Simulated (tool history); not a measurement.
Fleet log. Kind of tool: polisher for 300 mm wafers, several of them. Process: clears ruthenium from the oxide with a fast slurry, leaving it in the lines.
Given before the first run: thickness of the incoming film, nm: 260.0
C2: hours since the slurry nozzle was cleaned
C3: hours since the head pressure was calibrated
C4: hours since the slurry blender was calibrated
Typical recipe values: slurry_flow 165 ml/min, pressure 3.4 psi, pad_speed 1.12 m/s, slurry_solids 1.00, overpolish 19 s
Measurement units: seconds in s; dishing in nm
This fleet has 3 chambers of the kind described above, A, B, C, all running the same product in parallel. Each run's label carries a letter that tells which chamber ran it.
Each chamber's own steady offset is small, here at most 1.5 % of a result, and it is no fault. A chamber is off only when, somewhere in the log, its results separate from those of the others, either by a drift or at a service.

{"run": "1C", "day": 0.167, "slurry_flow": 165, "pressure": 3.4, "pad_speed": 1.12, "slurry_solids": 1.0, "overpolish": 19, "wafers polished on this pad": 252, "C2": 397.8, "C3": 71.0, "C4": 405.3, "seconds": 44.309, "dishing": 67.075}
{"run": "2B", "day": 0.312, "slurry_flow": 165, "pressure": 3.4, "pad_speed": 1.12, "slurry_solids": 1.0, "overpolish": 19, "wafers polished on this pad": 448, "C2": 272.2, "C3": 267.0, "C4": 168.0, "seconds": 44.962, "dishing": 67.667}
{"run": "3A", "day": 0.529, "slurry_flow": 165, "pressure": 3.4, "pad_speed": 1.12, "slurry_solids": 1.0, "overpolish": 19, "wafers polished on this pad": 796, "C2": 359.8, "C3": 635.1, "C4": 139.7, "seconds": 45.619, "dishing": 68.308}
{"run": "4B", "day": 0.662, "slurry_flow": 165, "pressure": 3.4, "pad_speed": 1.12, "slurry_solids": 1.0, "overpolish": 19, "wafers polished on this pad": 505, "C2": 280.6, "C3": 275.4, "C4": 176.4, "seconds": 44.813, "dishing": 68.907}
{"run": "5A", "day": 0.85, "slurry_flow": 165, "pressure": 3.4, "pad_speed": 1.12, "slurry_solids": 1.0, "overpolish": 19, "wafers polished on this pad": 848, "C2": 367.5, "C3": 642.8, "C4": 147.4, "seconds": 44.74, "dishing": 66.662}
{"run": "6C", "day": 0.988, "slurry_flow": 165, "pressure": 3.4, "pad_speed": 1.12, "slurry_solids": 1.0, "overpolish": 19, "wafers polished on this pad": 386, "C2": 417.5, "C3": 90.7, "C4": 425.0, "seconds": 45.656, "dishing": 68.254}
{"run": "7C", "day": 1.125, "slurry_flow": 165, "pressure": 2.7, "pad_speed": 1.12, "slurry_solids": 1.1, "overpolish": 19, "wafers polished on this pad": 408, "C2": 420.8, "C3": 94.0, "C4": 428.3, "seconds": 57.119, "dishing": 59.459}
{"day": 1.212, "done": "chamber A: worn pad replaced by a new one"}
{"run": "8B", "day": 1.229, "slurry_flow": 165, "pressure": 2.7, "pad_speed": 1.12, "slurry_solids": 1.1, "overpolish": 19, "wafers polished on this pad": 597, "C2": 294.2, "C3": 289.0, "C4": 190.0, "seconds": 54.336, "dishing": 59.06}
{"run": "9A", "day": 1.425, "slurry_flow": 165, "pressure": 2.7, "pad_speed": 1.12, "slurry_solids": 1.1, "overpolish": 19, "wafers polished on this pad": 35, "C2": 381.3, "C3": 656.6, "C4": 161.2, "seconds": 55.429, "dishing": 59.442}
{"day": 1.554, "done": "chamber C: slurry blender recalibrated"}
{"run": "10B", "day": 1.625, "slurry_flow": 165, "pressure": 3.4, "pad_speed": 1.12, "slurry_solids": 0.8, "overpolish": 26, "wafers polished on this pad": 661, "C2": 303.7, "C3": 298.5, "C4": 199.5, "seconds": 49.991, "dishing": 76.622}
{"run": "11A", "day": 1.792, "slurry_flow": 165, "pressure": 3.4, "pad_speed": 1.12, "slurry_solids": 0.8, "overpolish": 26, "wafers polished on this pad": 94, "C2": 390.1, "C3": 665.4, "C4": 170.0, "seconds": 51.344, "dishing": 75.775}
{"day": 1.967, "done": "chamber B: worn pad replaced by a new one"}
{"run": "12C", "day": 1.996, "slurry_flow": 165, "pressure": 3.4, "pad_speed": 1.12, "slurry_solids": 0.8, "overpolish": 26, "wafers polished on this pad": 549, "C2": 441.7, "C3": 114.9, "C4": 10.7, "seconds": 50.891, "dishing": 76.501}
{"run": "13A", "day": 2.142, "slurry_flow": 165, "pressure": 3.4, "pad_speed": 1.12, "slurry_solids": 1.0, "overpolish": 19, "wafers polished on this pad": 151, "C2": 398.5, "C3": 673.8, "C4": 178.4, "seconds": 45.387, "dishing": 67.245}
{"run": "14B", "day": 2.346, "slurry_flow": 165, "pressure": 3.4, "pad_speed": 1.12, "slurry_solids": 1.0, "overpolish": 19, "wafers polished on this pad": 61, "C2": 321.0, "C3": 315.8, "C4": 216.8, "seconds": 45.501, "dishing": 68.782}
{"run": "15C", "day": 2.542, "slurry_flow": 165, "pressure": 3.4, "pad_speed": 1.12, "slurry_solids": 1.0, "overpolish": 19, "wafers polished on this pad": 638, "C2": 454.8, "C3": 128.0, "C4": 23.8, "seconds": 45.986, "dishing": 68.471}
{"run": "16B", "day": 2.75, "slurry_flow": 165, "pressure": 3.4, "pad_speed": 1.12, "slurry_solids": 1.0, "overpolish": 19, "wafers polished on this pad": 127, "C2": 330.7, "C3": 325.5, "C4": 226.5, "seconds": 46.042, "dishing": 67.557}
{"day": 2.762, "done": "chamber C: worn pad replaced by a new one"}
{"run": "17A", "day": 2.925, "slurry_flow": 165, "pressure": 3.4, "pad_speed": 1.12, "slurry_solids": 1.0, "overpolish": 19, "wafers polished on this pad": 278, "C2": 417.3, "C3": 692.6, "C4": 197.2, "seconds": 45.843, "dishing": 66.178}
{"run": "18C", "day": 3.125, "slurry_flow": 145, "pressure": 4.6, "pad_speed": 1.12, "slurry_solids": 1.0, "overpolish": 19, "wafers polished on this pad": 59, "C2": 468.8, "C3": 142.0, "C4": 37.8, "seconds": 33.525, "dishing": 79.821}
{"day": 3.217, "done": "chamber B: slurry blender recalibrated"}
{"run": "19B", "day": 3.308, "slurry_flow": 145, "pressure": 4.6, "pad_speed": 1.12, "slurry_solids": 1.0, "overpolish": 19, "wafers polished on this pad": 218, "C2": 344.1, "C3": 338.9, "C4": 2.3, "seconds": 34.675, "dishing": 81.183}
{"run": "20C", "day": 3.504, "slurry_flow": 145, "pressure": 4.6, "pad_speed": 1.12, "slurry_solids": 1.0, "overpolish": 19, "wafers polished on this pad": 120, "C2": 477.9, "C3": 151.1, "C4": 46.9, "seconds": 33.842, "dishing": 79.717}
{"run": "21A", "day": 3.692, "slurry_flow": 165, "pressure": 3.4, "pad_speed": 1.12, "slurry_solids": 1.0, "overpolish": 19, "wafers polished on this pad": 403, "C2": 435.7, "C3": 711.0, "C4": 215.6, "seconds": 47.427, "dishing": 65.099}
{"run": "22B", "day": 3.867, "slurry_flow": 165, "pressure": 3.4, "pad_speed": 1.12, "slurry_solids": 1.0, "overpolish": 19, "wafers polished on this pad": 308, "C2": 357.5, "C3": 352.3, "C4": 15.7, "seconds": 45.493, "dishing": 68.037}
{"day": 3.904, "done": "chamber B: slurry nozzle cleaned"}
{"run": "23C", "day": 4.062, "slurry_flow": 165, "pressure": 3.4, "pad_speed": 1.12, "slurry_solids": 1.0, "overpolish": 19, "wafers polished on this pad": 211, "C2": 491.3, "C3": 164.5, "C4": 60.3, "seconds": 45.175, "dishing": 66.727}
{"run": "24A", "day": 4.192, "slurry_flow": 165, "pressure": 3.4, "pad_speed": 1.12, "slurry_solids": 1.0, "overpolish": 19, "wafers polished on this pad": 484, "C2": 447.7, "C3": 723.0, "C4": 227.6, "seconds": 48.178, "dishing": 66.499}
{"run": "25A", "day": 4.3, "slurry_flow": 165, "pressure": 3.4, "pad_speed": 1.12, "slurry_solids": 1.0, "overpolish": 19, "wafers polished on this pad": 501, "C2": 450.3, "C3": 725.6, "C4": 230.2, "seconds": 48.302, "dishing": 64.74}
{"run": "26C", "day": 4.508, "slurry_flow": 165, "pressure": 3.4, "pad_speed": 1.12, "slurry_solids": 1.0, "overpolish": 19, "wafers polished on this pad": 283, "C2": 502.0, "C3": 175.2, "C4": 71.0, "seconds": 45.639, "dishing": 66.848}
{"day": 4.592, "done": "chamber A: slurry nozzle cleaned"}
{"run": "27B", "day": 4.646, "slurry_flow": 165, "pressure": 3.4, "pad_speed": 1.12, "slurry_solids": 1.0, "overpolish": 19, "wafers polished on this pad": 435, "C2": 17.9, "C3": 371.0, "C4": 34.4, "seconds": 45.995, "dishing": 67.657}
{"run": "28B", "day": 4.85, "slurry_flow": 165, "pressure": 3.4, "pad_speed": 1.12, "slurry_solids": 0.9, "overpolish": 19, "wafers polished on this pad": 468, "C2": 22.8, "C3": 375.9, "C4": 39.3, "seconds": 48.478, "dishing": 65.325}
{"run": "29C", "day": 5.025, "slurry_flow": 165, "pressure": 3.4, "pad_speed": 1.12, "slurry_solids": 0.9, "overpolish": 19, "wafers polished on this pad": 367, "C2": 514.4, "C3": 187.6, "C4": 83.4, "seconds": 47.727, "dishing": 65.406}
{"run": "30A", "day": 5.196, "slurry_flow": 165, "pressure": 3.4, "pad_speed": 1.12, "slurry_solids": 0.9, "overpolish": 19, "wafers polished on this pad": 647, "C2": 14.5, "C3": 747.1, "C4": 251.7, "seconds": 49.492, "dishing": 63.168}
{"run": "31B", "day": 5.304, "slurry_flow": 165, "pressure": 3.4, "pad_speed": 1.12, "slurry_solids": 1.0, "overpolish": 19, "wafers polished on this pad": 542, "C2": 33.7, "C3": 386.8, "C4": 50.2, "seconds": 43.889, "dishing": 68.638}
{"run": "32C", "day": 5.446, "slurry_flow": 165, "pressure": 3.4, "pad_speed": 1.12, "slurry_solids": 1.15, "overpolish": 19, "wafers polished on this pad": 436, "C2": 524.5, "C3": 197.7, "C4": 93.5, "seconds": 41.501, "dishing": 71.026}
{"run": "33A", "day": 5.571, "slurry_flow": 165, "pressure": 3.4, "pad_speed": 1.12, "slurry_solids": 1.15, "overpolish": 19, "wafers polished on this pad": 708, "C2": 23.5, "C3": 756.1, "C4": 260.7, "seconds": 44.674, "dishing": 68.313}
{"run": "34B", "day": 5.696, "slurry_flow": 165, "pressure": 3.4, "pad_speed": 1.12, "slurry_solids": 1.15, "overpolish": 19, "wafers polished on this pad": 605, "C2": 43.1, "C3": 396.2, "C4": 59.6, "seconds": 41.872, "dishing": 70.017}
{"run": "35A", "day": 5.833, "slurry_flow": 165, "pressure": 3.4, "pad_speed": 1.12, "slurry_solids": 1.0, "overpolish": 19, "wafers polished on this pad": 750, "C2": 29.8, "C3": 762.4, "C4": 267.0, "seconds": 47.613, "dishing": 65.475}
{"day": 5.946, "done": "chamber B: head pressure recalibrated"}
{"run": "36C", "day": 5.967, "slurry_flow": 165, "pressure": 3.4, "pad_speed": 1.12, "slurry_solids": 1.0, "overpolish": 19, "wafers polished on this pad": 520, "C2": 537.0, "C3": 210.2, "C4": 106.0, "seconds": 45.247, "dishing": 68.715}
{"day": 6.171, "done": "chamber A: worn pad replaced by a new one"}
{"run": "37C", "day": 6.192, "slurry_flow": 165, "pressure": 3.4, "pad_speed": 1.12, "slurry_solids": 1.0, "overpolish": 19, "wafers polished on this pad": 557, "C2": 542.4, "C3": 215.6, "C4": 111.4, "seconds": 45.441, "dishing": 68.673}
{"run": "38A", "day": 6.412, "slurry_flow": 165, "pressure": 3.4, "pad_speed": 1.12, "slurry_solids": 1.0, "overpolish": 19, "wafers polished on this pad": 39, "C2": 43.7, "C3": 776.3, "C4": 280.9, "seconds": 50.392, "dishing": 63.549}
{"run": "39B", "day": 6.558, "slurry_flow": 165, "pressure": 3.4, "pad_speed": 1.12, "slurry_solids": 1.0, "overpolish": 19, "wafers polished on this pad": 746, "C2": 63.8, "C3": 14.7, "C4": 80.3, "seconds": 43.595, "dishing": 68.112}
{"run": "40B", "day": 6.796, "slurry_flow": 165, "pressure": 3.4, "pad_speed": 1.12, "slurry_solids": 1.0, "overpolish": 19, "wafers polished on this pad": 784, "C2": 69.5, "C3": 20.4, "C4": 86.0, "seconds": 45.191, "dishing": 67.984}
{"run": "41A", "day": 7.029, "slurry_flow": 165, "pressure": 3.4, "pad_speed": 1.12, "slurry_solids": 0.85, "overpolish": 19, "wafers polished on this pad": 139, "C2": 58.5, "C3": 791.1, "C4": 295.7, "seconds": 54.992, "dishing": 59.592}

Predict what each chamber gives when all 3 of them run the settings below next.
{"run": "42A", "day": 7.2, "slurry_flow": 165, "pressure": 3.4, "pad_speed": 1.12, "slurry_solids": 1.15, "overpolish": 19, "seconds": "?", "dishing": "?"}
{"run": "42B", "day": 7.2, "slurry_flow": 165, "pressure": 3.4, "pad_speed": 1.12, "slurry_solids": 1.15, "overpolish": 19, "seconds": "?", "dishing": "?"}
{"run": "42C", "day": 7.2, "slurry_flow": 165, "pressure": 3.4, "pad_speed": 1.12, "slurry_solids": 1.15, "overpolish": 19, "seconds": "?", "dishing": "?"}

run=42A seconds=45.647 dishing=66.247
run=42B seconds=42.844 dishing=70.943
run=42C seconds=43.256 dishing=70.471
